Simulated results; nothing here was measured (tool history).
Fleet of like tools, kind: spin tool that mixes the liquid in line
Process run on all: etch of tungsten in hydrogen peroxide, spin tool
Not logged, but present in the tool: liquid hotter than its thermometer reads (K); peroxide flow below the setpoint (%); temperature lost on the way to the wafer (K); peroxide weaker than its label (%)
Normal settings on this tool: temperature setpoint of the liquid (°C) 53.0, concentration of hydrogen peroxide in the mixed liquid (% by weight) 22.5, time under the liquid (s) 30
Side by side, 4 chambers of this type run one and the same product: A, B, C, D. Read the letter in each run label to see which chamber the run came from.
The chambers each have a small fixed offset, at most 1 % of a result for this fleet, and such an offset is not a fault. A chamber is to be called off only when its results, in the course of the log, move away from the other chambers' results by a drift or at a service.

run   hour  temperature setpoint of the liquid (°C)  concentration of hydrogen peroxide in the mixed liquid (% by weight)  time under the liquid (s)  hours since the thermometer was replaced  hours since the peroxide flow meter was replaced  hours since the heated supply line was repaired  hours since the drum of peroxide was connected  read-back film thickness of the tungsten reference wafer, read on the same gauge (nm)  thickness taken off the tungsten on a monitor wafer (Å)
 1D   14.8                                     53.0                                                                  22.5                         30                                     356.8                                             235.7                                           1418.5                                           465.5                                                                                 89.990                                                   322.23
 2A   29.7                                     53.0                                                                  22.5                         30                                     452.2                                             308.5                                            204.0                                           508.5                                                                                 89.999                                                   317.18
 3C   36.6                                     53.0                                                                  22.5                         30                                     669.4                                             557.3                                           1185.2                                           638.8                                                                                 90.008                                                   319.87
 4B   48.5                                     53.0                                                                  22.5                         30                                     689.1                                             246.0                                            913.3                                           976.1                                                                                 89.989                                                   316.72
      58.1  -- chamber C: new drum of peroxide connected
 5B   62.0                                     53.0                                                                  22.5                         25                                     702.6                                             259.5                                            926.8                                           989.6                                                                                 90.000                                                   267.21
 6C   69.3                                     53.0                                                                  22.5                         25                                     702.1                                             590.0                                           1217.9                                            11.2                                                                                 89.992                                                   265.00
 7A   77.3                                     53.0                                                                  22.5                         25                                     499.8                                             356.1                                            251.6                                           556.1                                                                                 90.005                                                   265.56
 8D   88.3                                     53.0                                                                  22.5                         25                                     430.3                                             309.2                                           1492.0                                           539.0                                                                                 90.001                                                   265.91
 9A   95.7                                     53.0                                                                  22.5                         30                                     518.2                                             374.5                                            270.0                                           574.5                                                                                 90.021                                                   321.28
10C  102.8                                     53.0                                                                  22.5                         30                                     735.6                                             623.5                                           1251.4                                            44.7                                                                                 89.999                                                   322.42
11D  116.5                                     53.0                                                                  22.5                         20                                     458.5                                             337.4                                           1520.2                                           567.2                                                                                 90.015                                                   212.43
     126.6  -- chamber C: peroxide flow meter replaced
12B  129.5                                     53.0                                                                  22.5                         20                                     770.1                                             327.0                                            994.3                                          1057.1                                                                                 89.992                                                   211.94
13B  139.4                                     53.0                                                                  22.5                         20                                     780.0                                             336.9                                           1004.2                                          1067.0                                                                                 89.997                                                   214.23
14D  152.2                                     53.0                                                                  22.5                         20                                     494.2                                             373.1                                           1555.9                                           602.9                                                                                 90.010                                                   214.91
15C  165.8                                     53.0                                                                  22.5                         30                                     798.6                                              39.2                                           1314.4                                           107.7                                                                                 89.990                                                   322.33
16A  172.7                                     49.5                                                                  28.5                         30                                     595.2                                             451.5                                            347.0                                           651.5                                                                                 90.003                                                   289.83
17D  187.9                                     49.5                                                                  28.5                         30                                     529.9                                             408.8                                           1591.6                                           638.6                                                                                 90.016                                                   294.66
18A  197.3                                     49.5                                                                  28.5                         30                                     619.8                                             476.1                                            371.6                                           676.1                                                                                 90.019                                                   292.18
     199.4  -- chamber B: new drum of peroxide connected
19B  205.5                                     49.5                                                                  28.5                         30                                     846.1                                             403.0                                           1070.3                                             6.1                                                                                 89.988                                                   291.76
     206.6  -- chamber A: peroxide flow meter replaced
20C  212.8                                     53.0                                                                  22.5                         30                                     845.6                                              86.2                                           1361.4                                           154.7                                                                                 89.995                                                   320.37
21C  226.9                                     53.0                                                                  22.5                         30                                     859.7                                             100.3                                           1375.5                                           168.8                                                                                 89.999                                                   322.33
22D  238.1                                     53.0                                                                  22.5                         30                                     580.1                                             459.0                                           1641.8                                           688.8                                                                                 90.006                                                   321.51
23A  248.9                                     53.0                                                                  22.5                         30                                     671.4                                              42.4                                            423.2                                           727.7                                                                                 89.979                                                   318.71
     254.5  -- chamber D: peroxide flow meter replaced
24B  259.0                                     53.0                                                                  22.5                         30                                     899.6                                             456.5                                           1123.8                                            59.6                                                                                 90.003                                                   317.87
25C  268.8                                     53.0                                                                  22.5                         30                                     901.6                                             142.2                                           1417.4                                           210.7                                                                                 89.999                                                   324.22
26B  280.8                                     62.0                                                                  16.5                         30                                     921.4                                             478.3                                           1145.6                                            81.4                                                                                 89.991                                                   464.46
     293.5  -- chamber A: thermometer replaced
27D  294.0                                     62.0                                                                  16.5                         30                                     636.0                                              39.5                                           1697.7                                           744.7                                                                                 89.970                                                   464.86
     299.6  -- chamber D: new drum of peroxide connected
28A  303.0                                     62.0                                                                  16.5                         30                                       9.6                                              96.5                                            477.3                                           781.8                                                                                 89.991                                                   458.55
29D  309.6                                     62.0                                                                  16.5                         30                                     651.6                                              55.1                                           1713.3                                            10.1                                                                                 89.966                                                   465.17
30A  319.9                                     53.0                                                                  22.5                         30                                      26.5                                             113.4                                            494.2                                           798.7                                                                                 90.011                                                   318.87
31C  328.7                                     53.0                                                                  22.5                         30                                     961.5                                             202.1                                           1477.3                                           270.6                                                                                 90.003                                                   328.57
32B  341.4                                     49.5                                                                  22.5                         30                                     982.0                                             538.9                                           1206.2                                           142.0                                                                                 89.992                                                   257.83
33C  349.7                                     49.5                                                                  22.5                         30                                     982.5                                             223.1                                           1498.3                                           291.6                                                                                 90.013                                                   265.62
34B  357.1                                     49.5                                                                  22.5                         30                                     997.7                                             554.6                                           1221.9                                           157.7                                                                                 90.029                                                   255.39
35D  369.9                                     49.5                                                                  22.5                         30                                     711.9                                             115.4                                           1773.6                                            70.4                                                                                 90.008                                                   262.67
36A  381.8                                     53.0                                                                  22.5                         30                                      88.4                                             175.3                                            556.1                                           860.6                                                                                 90.006                                                   314.49
37A  392.0                                     53.0                                                                  22.5                         30                                      98.6                                             185.5                                            566.3                                           870.8                                                                                 89.992                                                   321.84
38D  406.5                                     53.0                                                                  22.5                         30                                     748.5                                             152.0                                           1810.2                                           107.0                                                                                 89.960                                                   325.22
39C  413.7                                     53.0                                                                  22.5                         30                                    1046.5                                             287.1                                           1562.3                                           355.6                                                                                 90.023                                                   334.24
40B  427.0                                     53.0                                                                  22.5                         30                                    1067.6                                             624.5                                           1291.8                                           227.6                                                                                 90.024                                                   318.72
41C  438.5                                     53.0                                                                  22.5                         30                                    1071.3                                             311.9                                           1587.1                                           380.4                                                                                 89.958                                                   331.20
42A  449.7                                     53.0                                                                  22.5                         30                                     156.3                                             243.2                                            624.0                                           928.5                                                                                 89.981                                                   320.10

Decide between three cases: one chamber stands off from its peers, the gauge reading all wafers drifts, or nothing is wrong past each chamber's small offset. Where a chamber is off, say which and what most likely put it there.

One chamber, C, drifts off from the rest bit by bit.
Most likely cause: liquid hotter than its thermometer reads (K) = 0.692.
It could be hard to tell apart here from: peroxide flow above the setpoint (%).

Below are 4 candidate recipes for chamber C's next run, each the usual settings with a change, their results shown as question marks. Which of them brings C's results back in line with what the other chambers give on the usual settings?
A result is in line if it is within this distance of the other chambers' mean on the usual settings: thickness taken off the tungsten on a monitor wafer (Å) 7.60
43C-1  460.6                                     51.5                                                                  22.5                         30                                                                                                                                                                                                                                                                                                                                            ?
43C-2  460.6                                     53.0                                                                  20.5                         30                                                                                                                                                                                                                                                                                                                                            ?
43C-3  460.6                                     53.0                                                                  24.5                         30                                                                                                                                                                                                                                                                                                                                            ?
43C-4  460.6                                     54.5                                                                  22.5                         30                                                                                                                                                                                                                                                                                                                                            ?

Usual-settings mean across the other chambers: thickness taken off the tungsten on a monitor wafer (Å) 320.08
  run  thickness taken off the tungsten on a monitor wafer (Å)
43C-1                                                   305.08
43C-2                                                   318.21
43C-3                                                   347.95
43C-4                                                   364.10
Change 43C-2 lands the chamber within the allowed miss of the other chambers.
